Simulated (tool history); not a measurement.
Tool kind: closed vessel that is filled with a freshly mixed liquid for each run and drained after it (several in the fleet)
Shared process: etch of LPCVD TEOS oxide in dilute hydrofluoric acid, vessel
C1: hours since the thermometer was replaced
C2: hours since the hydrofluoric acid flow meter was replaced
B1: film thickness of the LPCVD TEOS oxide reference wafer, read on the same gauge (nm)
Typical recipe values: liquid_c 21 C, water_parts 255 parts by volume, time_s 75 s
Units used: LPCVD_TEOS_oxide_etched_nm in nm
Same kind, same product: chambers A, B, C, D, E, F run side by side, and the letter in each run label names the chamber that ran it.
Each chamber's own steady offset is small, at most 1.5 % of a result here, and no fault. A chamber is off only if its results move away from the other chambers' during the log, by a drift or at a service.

run 1B hour=6.1 | liquid_c=21 water_parts=255 time_s=75 | C1=1553.2 C2=1038.8 | B1=79.997 | LPCVD_TEOS_oxide_etched_nm=8.7789
run 2D hour=9.7 | liquid_c=21 water_parts=255 time_s=75 | C1=1047.3 C2=1110.5 | B1=80.006 | LPCVD_TEOS_oxide_etched_nm=8.7304
run 3F hour=17.6 | liquid_c=21 water_parts=255 time_s=75 | C1=1480.3 C2=1188.7 | B1=79.996 | LPCVD_TEOS_oxide_etched_nm=8.9039
run 4A hour=21.8 | liquid_c=21 water_parts=255 time_s=75 | C1=185.9 C2=1022.8 | B1=80.027 | LPCVD_TEOS_oxide_etched_nm=8.8356
run 5C hour=28.3 | liquid_c=21 water_parts=255 time_s=75 | C1=2189.6 C2=1093.7 | B1=80.043 | LPCVD_TEOS_oxide_etched_nm=8.9146
run 6E hour=33 | liquid_c=21 water_parts=255 time_s=75 | C1=1375.8 C2=545.5 | B1=80 | LPCVD_TEOS_oxide_etched_nm=8.8318
run 7F hour=39.6 | liquid_c=21 water_parts=255 time_s=75 | C1=1502.3 C2=1210.7 | B1=80.032 | LPCVD_TEOS_oxide_etched_nm=8.6976
run 8A hour=45.8 | liquid_c=17 water_parts=255 time_s=30 | C1=209.9 C2=1046.8 | B1=80.016 | LPCVD_TEOS_oxide_etched_nm=3.0474
run 9D hour=52.2 | liquid_c=17 water_parts=255 time_s=30 | C1=1089.8 C2=1153 | B1=80.03 | LPCVD_TEOS_oxide_etched_nm=3.0082
run 10B hour=58.2 | liquid_c=17 water_parts=255 time_s=30 | C1=1605.3 C2=1090.9 | B1=79.98 | LPCVD_TEOS_oxide_etched_nm=2.9922
run 11C hour=62.3 | liquid_c=17 water_parts=255 time_s=30 | C1=2223.6 C2=1127.7 | B1=79.997 | LPCVD_TEOS_oxide_etched_nm=3.0778
run 12E hour=66.2 | liquid_c=17 water_parts=255 time_s=30 | C1=1409 C2=578.7 | B1=79.99 | LPCVD_TEOS_oxide_etched_nm=3.0062
run 13D hour=70.9 | liquid_c=17 water_parts=255 time_s=30 | C1=1108.5 C2=1171.7 | B1=80.027 | LPCVD_TEOS_oxide_etched_nm=3.0095
run 14F hour=75.3 | liquid_c=21 water_parts=255 time_s=75 | C1=1538 C2=1246.4 | B1=80.024 | LPCVD_TEOS_oxide_etched_nm=8.9403
run 15E hour=82.1 | liquid_c=21 water_parts=255 time_s=75 | C1=1424.9 C2=594.6 | B1=80.033 | LPCVD_TEOS_oxide_etched_nm=8.8171
run 16B hour=88.2 | liquid_c=21 water_parts=255 time_s=75 | C1=1635.3 C2=1120.9 | B1=80.014 | LPCVD_TEOS_oxide_etched_nm=9.0387
run 17A hour=95.1 | liquid_c=21 water_parts=255 time_s=75 | C1=259.2 C2=1096.1 | B1=80.038 | LPCVD_TEOS_oxide_etched_nm=8.8646
run 18C hour=99 | liquid_c=21 water_parts=255 time_s=75 | C1=2260.3 C2=1164.4 | B1=79.975 | LPCVD_TEOS_oxide_etched_nm=9.097
run 19C hour=104.7 | liquid_c=21 water_parts=255 time_s=75 | C1=2266 C2=1170.1 | B1=80.008 | LPCVD_TEOS_oxide_etched_nm=9.0091
-- hour=109.6 chamber C: thermometer replaced
run 20B hour=111.6 | liquid_c=23 water_parts=215 time_s=75 | C1=1658.7 C2=1144.3 | B1=80.007 | LPCVD_TEOS_oxide_etched_nm=11.72
-- hour=114 chamber E: hydrofluoric acid flow meter replaced
run 21A hour=119.7 | liquid_c=23 water_parts=215 time_s=75 | C1=283.8 C2=1120.7 | B1=80.034 | LPCVD_TEOS_oxide_etched_nm=11.683
run 22D hour=127.2 | liquid_c=23 water_parts=215 time_s=75 | C1=1164.8 C2=1228 | B1=80.015 | LPCVD_TEOS_oxide_etched_nm=11.669
run 23E hour=134.4 | liquid_c=23 water_parts=215 time_s=75 | C1=1477.2 C2=20.4 | B1=80.029 | LPCVD_TEOS_oxide_etched_nm=11.457
run 24F hour=138.9 | liquid_c=23 water_parts=215 time_s=75 | C1=1601.6 C2=1310 | B1=80.042 | LPCVD_TEOS_oxide_etched_nm=11.811
run 25C hour=147.1 | liquid_c=23 water_parts=215 time_s=75 | C1=37.5 C2=1212.5 | B1=80.007 | LPCVD_TEOS_oxide_etched_nm=12.295
run 26E hour=153.8 | liquid_c=21 water_parts=255 time_s=75 | C1=1496.6 C2=39.8 | B1=80.008 | LPCVD_TEOS_oxide_etched_nm=8.7209
run 27B hour=160.1 | liquid_c=21 water_parts=255 time_s=75 | C1=1707.2 C2=1192.8 | B1=79.989 | LPCVD_TEOS_oxide_etched_nm=8.9023
run 28F hour=165.1 | liquid_c=21 water_parts=255 time_s=75 | C1=1627.8 C2=1336.2 | B1=79.988 | LPCVD_TEOS_oxide_etched_nm=8.8032
run 29A hour=170.1 | liquid_c=21 water_parts=255 time_s=75 | C1=334.2 C2=1171.1 | B1=80.009 | LPCVD_TEOS_oxide_etched_nm=8.8133
run 30D hour=175.2 | liquid_c=21 water_parts=255 time_s=75 | C1=1212.8 C2=1276 | B1=80.011 | LPCVD_TEOS_oxide_etched_nm=8.6258
run 31F hour=182.6 | liquid_c=21 water_parts=255 time_s=75 | C1=1645.3 C2=1353.7 | B1=79.992 | LPCVD_TEOS_oxide_etched_nm=8.7163
run 32A hour=189.8 | liquid_c=22.5 water_parts=255 time_s=95 | C1=353.9 C2=1190.8 | B1=80.009 | LPCVD_TEOS_oxide_etched_nm=11.834
run 33B hour=195.8 | liquid_c=22.5 water_parts=255 time_s=95 | C1=1742.9 C2=1228.5 | B1=80.009 | LPCVD_TEOS_oxide_etched_nm=11.718
run 34E hour=202.8 | liquid_c=22.5 water_parts=255 time_s=95 | C1=1545.6 C2=88.8 | B1=80.012 | LPCVD_TEOS_oxide_etched_nm=11.562
run 35C hour=209.1 | liquid_c=22.5 water_parts=255 time_s=95 | C1=99.5 C2=1274.5 | B1=79.985 | LPCVD_TEOS_oxide_etched_nm=13.081
run 36D hour=213.5 | liquid_c=22.5 water_parts=255 time_s=95 | C1=1251.1 C2=1314.3 | B1=79.997 | LPCVD_TEOS_oxide_etched_nm=11.71
run 37A hour=221.6 | liquid_c=22.5 water_parts=255 time_s=95 | C1=385.7 C2=1222.6 | B1=79.982 | LPCVD_TEOS_oxide_etched_nm=11.89
run 38F hour=228.7 | liquid_c=21 water_parts=255 time_s=75 | C1=1691.4 C2=1399.8 | B1=80.009 | LPCVD_TEOS_oxide_etched_nm=8.86
run 39D hour=233 | liquid_c=21 water_parts=255 time_s=75 | C1=1270.6 C2=1333.8 | B1=79.975 | LPCVD_TEOS_oxide_etched_nm=8.8113
run 40C hour=238.7 | liquid_c=21 water_parts=255 time_s=75 | C1=129.1 C2=1304.1 | B1=79.984 | LPCVD_TEOS_oxide_etched_nm=9.7859
run 41B hour=243.6 | liquid_c=21 water_parts=255 time_s=75 | C1=1790.7 C2=1276.3 | B1=79.989 | LPCVD_TEOS_oxide_etched_nm=8.8797

All 6 chambers run these settings next. Forecast each chamber's results:
run 42A hour=249.5 | liquid_c=21 water_parts=165 time_s=75 | LPCVD_TEOS_oxide_etched_nm=?
run 42B hour=249.5 | liquid_c=21 water_parts=165 time_s=75 | LPCVD_TEOS_oxide_etched_nm=?
run 42C hour=249.5 | liquid_c=21 water_parts=165 time_s=75 | LPCVD_TEOS_oxide_etched_nm=?
run 42D hour=249.5 | liquid_c=21 water_parts=165 time_s=75 | LPCVD_TEOS_oxide_etched_nm=?
run 42E hour=249.5 | liquid_c=21 water_parts=165 time_s=75 | LPCVD_TEOS_oxide_etched_nm=?
run 42F hour=249.5 | liquid_c=21 water_parts=165 time_s=75 | LPCVD_TEOS_oxide_etched_nm=?

run=42A LPCVD_TEOS_oxide_etched_nm=14.707
run=42B LPCVD_TEOS_oxide_etched_nm=14.642
run=42C LPCVD_TEOS_oxide_etched_nm=16.409
run=42D LPCVD_TEOS_oxide_etched_nm=14.775
run=42E LPCVD_TEOS_oxide_etched_nm=14.616
run=42F LPCVD_TEOS_oxide_etched_nm=14.517

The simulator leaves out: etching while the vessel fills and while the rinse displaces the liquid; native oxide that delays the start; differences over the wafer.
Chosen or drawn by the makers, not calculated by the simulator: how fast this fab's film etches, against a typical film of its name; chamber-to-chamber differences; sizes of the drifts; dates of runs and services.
